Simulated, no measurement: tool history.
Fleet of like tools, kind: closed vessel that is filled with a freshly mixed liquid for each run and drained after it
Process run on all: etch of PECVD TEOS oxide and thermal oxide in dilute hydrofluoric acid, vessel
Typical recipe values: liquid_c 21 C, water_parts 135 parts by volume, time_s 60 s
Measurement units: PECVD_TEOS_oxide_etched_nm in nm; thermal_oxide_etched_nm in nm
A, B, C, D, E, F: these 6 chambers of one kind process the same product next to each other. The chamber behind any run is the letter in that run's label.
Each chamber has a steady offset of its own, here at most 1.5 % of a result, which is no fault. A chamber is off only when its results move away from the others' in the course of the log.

| run | day | liquid_c | water_parts | time_s | hours since the thermometer was replaced | hours since the hydrofluoric acid flow meter was replaced | read-back film thickness of the PECVD TEOS oxide reference wafer, read on the same gauge (nm) | read-back film thickness of the thermal oxide reference wafer, read on the same gauge (nm) | PECVD_TEOS_oxide_etched_nm | thermal_oxide_etched_nm |
|---|---|---|---|---|---|---|---|---|---|---|
| 1A | 0.238 | 21 | 135 | 60 | 470.7 | 1364.1 | 39.968 | 110.02 | 6.65 | 1.798 |
| 2B | 0.429 | 21 | 135 | 60 | 761.5 | 1437.8 | 39.989 | 110 | 6.7986 | 1.7999 |
| 3F | 0.658 | 21 | 135 | 60 | 515 | 91.7 | 39.975 | 110.02 | 6.6569 | 1.7945 |
|  | 0.875 | chamber A: thermometer replaced |
| 4E | 0.896 | 21 | 135 | 60 | 438.6 | 1030.6 | 39.962 | 109.98 | 6.6506 | 1.7666 |
| 5C | 1.133 | 21 | 135 | 60 | 977.7 | 373.1 | 40.001 | 109.98 | 6.5343 | 1.7946 |
| 6D | 1.392 | 21 | 135 | 60 | 834.2 | 1403 | 39.966 | 109.99 | 6.6476 | 1.8016 |
| 7B | 1.612 | 21 | 135 | 60 | 789.9 | 1466.2 | 39.995 | 109.99 | 6.7225 | 1.759 |
| 8F | 1.858 | 19 | 135 | 45 | 543.8 | 120.5 | 39.981 | 109.99 | 4.5879 | 1.2023 |
| 9A | 2.138 | 19 | 135 | 45 | 30.4 | 1409.7 | 40.029 | 109.99 | 4.557 | 1.2346 |
| 10E | 2.317 | 19 | 135 | 45 | 472.7 | 1064.7 | 40.015 | 110.02 | 4.5904 | 1.2407 |
| 11C | 2.458 | 19 | 135 | 45 | 1009.5 | 404.9 | 39.986 | 110.01 | 4.5604 | 1.2305 |
| 12D | 2.779 | 19 | 135 | 45 | 867.5 | 1436.3 | 39.988 | 110.01 | 4.5971 | 1.2108 |
| 13B | 2.933 | 19 | 135 | 45 | 821.6 | 1497.9 | 40.027 | 110.01 | 4.6755 | 1.2394 |
| 14D | 3.25 | 21 | 135 | 60 | 878.8 | 1447.6 | 39.958 | 109.99 | 6.6938 | 1.7706 |
| 15A | 3.4 | 21 | 135 | 60 | 60.7 | 1440 | 40.001 | 109.97 | 6.599 | 1.8031 |
| 16F | 3.558 | 21 | 135 | 60 | 584.6 | 161.3 | 40.007 | 110.01 | 6.6298 | 1.7505 |
| 17C | 3.712 | 21 | 135 | 60 | 1039.6 | 435 | 39.993 | 110.01 | 6.6137 | 1.762 |
| 18E | 3.979 | 21 | 135 | 60 | 512.6 | 1104.6 | 40.004 | 110 | 6.6398 | 1.7437 |
| 19D | 4.192 | 21 | 135 | 60 | 901.4 | 1470.2 | 40.02 | 110 | 6.5954 | 1.7928 |
| 20E | 4.346 | 21 | 135 | 60 | 521.4 | 1113.4 | 40.021 | 109.98 | 6.6387 | 1.7968 |
| 21A | 4.596 | 21 | 135 | 60 | 89.4 | 1468.7 | 40.003 | 110.01 | 6.6766 | 1.7885 |
| 22F | 4.738 | 21 | 135 | 60 | 612.9 | 189.6 | 39.994 | 110 | 6.6606 | 1.776 |
| 23B | 5.042 | 25.5 | 180 | 60 | 872.2 | 1548.5 | 40.045 | 110 | 5.58 | 1.4972 |
| 24C | 5.362 | 25.5 | 180 | 60 | 1079.2 | 474.6 | 39.984 | 110.01 | 5.6657 | 1.5028 |
| 25A | 5.517 | 25.5 | 180 | 60 | 111.5 | 1490.8 | 39.989 | 109.99 | 5.7114 | 1.5477 |
| 26E | 5.721 | 25.5 | 180 | 60 | 554.4 | 1146.4 | 39.954 | 109.99 | 5.6697 | 1.5192 |
| 27B | 5.908 | 25.5 | 180 | 60 | 893 | 1569.3 | 39.984 | 109.97 | 5.6879 | 1.5147 |
| 28D | 6.2 | 25.5 | 180 | 60 | 949.6 | 1518.4 | 39.999 | 110 | 5.6919 | 1.493 |
| 29C | 6.342 | 21 | 135 | 60 | 1102.7 | 498.1 | 40.056 | 110.01 | 6.5691 | 1.7318 |
| 30F | 6.633 | 21 | 135 | 60 | 658.4 | 235.1 | 40.03 | 110.01 | 6.6262 | 1.7442 |
| 31C | 6.85 | 21 | 135 | 60 | 1114.9 | 510.3 | 39.992 | 109.99 | 6.6335 | 1.7977 |
| 32F | 7.05 | 21 | 135 | 60 | 668.4 | 245.1 | 40.02 | 110 | 6.6264 | 1.7639 |
| 33E | 7.192 | 21 | 135 | 60 | 589.7 | 1181.7 | 39.994 | 110.01 | 6.6081 | 1.7887 |
| 34B | 7.433 | 21 | 135 | 60 | 929.6 | 1605.9 | 40.009 | 110 | 6.5825 | 1.7833 |
| 35A | 7.633 | 21 | 135 | 60 | 162.3 | 1541.6 | 39.982 | 110 | 6.5735 | 1.8237 |
| 36D | 7.883 | 21 | 135 | 60 | 990 | 1558.8 | 39.969 | 109.98 | 6.6257 | 1.7764 |
| 37C | 8.117 | 21 | 135 | 60 | 1145.3 | 540.7 | 40.012 | 110.01 | 6.6288 | 1.7835 |
| 38F | 8.271 | 21 | 135 | 60 | 697.7 | 274.4 | 40.012 | 109.99 | 6.6225 | 1.8024 |
| 39A | 8.471 | 21 | 135 | 60 | 182.4 | 1561.7 | 39.98 | 110.01 | 6.5615 | 1.7568 |
| 40D | 8.75 | 21 | 135 | 60 | 1010.8 | 1579.6 | 39.996 | 109.98 | 6.5346 | 1.8197 |

Each of the 6 chambers runs these same settings next. Fill in every chamber's results:
| 41A | 8.979 | 21 | 190 | 60 |  |  |  |  | ? | ? |
| 41B | 8.979 | 21 | 190 | 60 |  |  |  |  | ? | ? |
| 41C | 8.979 | 21 | 190 | 60 |  |  |  |  | ? | ? |
| 41D | 8.979 | 21 | 190 | 60 |  |  |  |  | ? | ? |
| 41E | 8.979 | 21 | 190 | 60 |  |  |  |  | ? | ? |
| 41F | 8.979 | 21 | 190 | 60 |  |  |  |  | ? | ? |

| run | PECVD_TEOS_oxide_etched_nm | thermal_oxide_etched_nm |
|---|---|---|
| 41A | 4.4512 | 1.1919 |
| 41B | 4.5032 | 1.1806 |
| 41C | 4.4588 | 1.1833 |
| 41D | 4.464 | 1.1833 |
| 41E | 4.5444 | 1.1985 |
| 41F | 4.497 | 1.2117 |
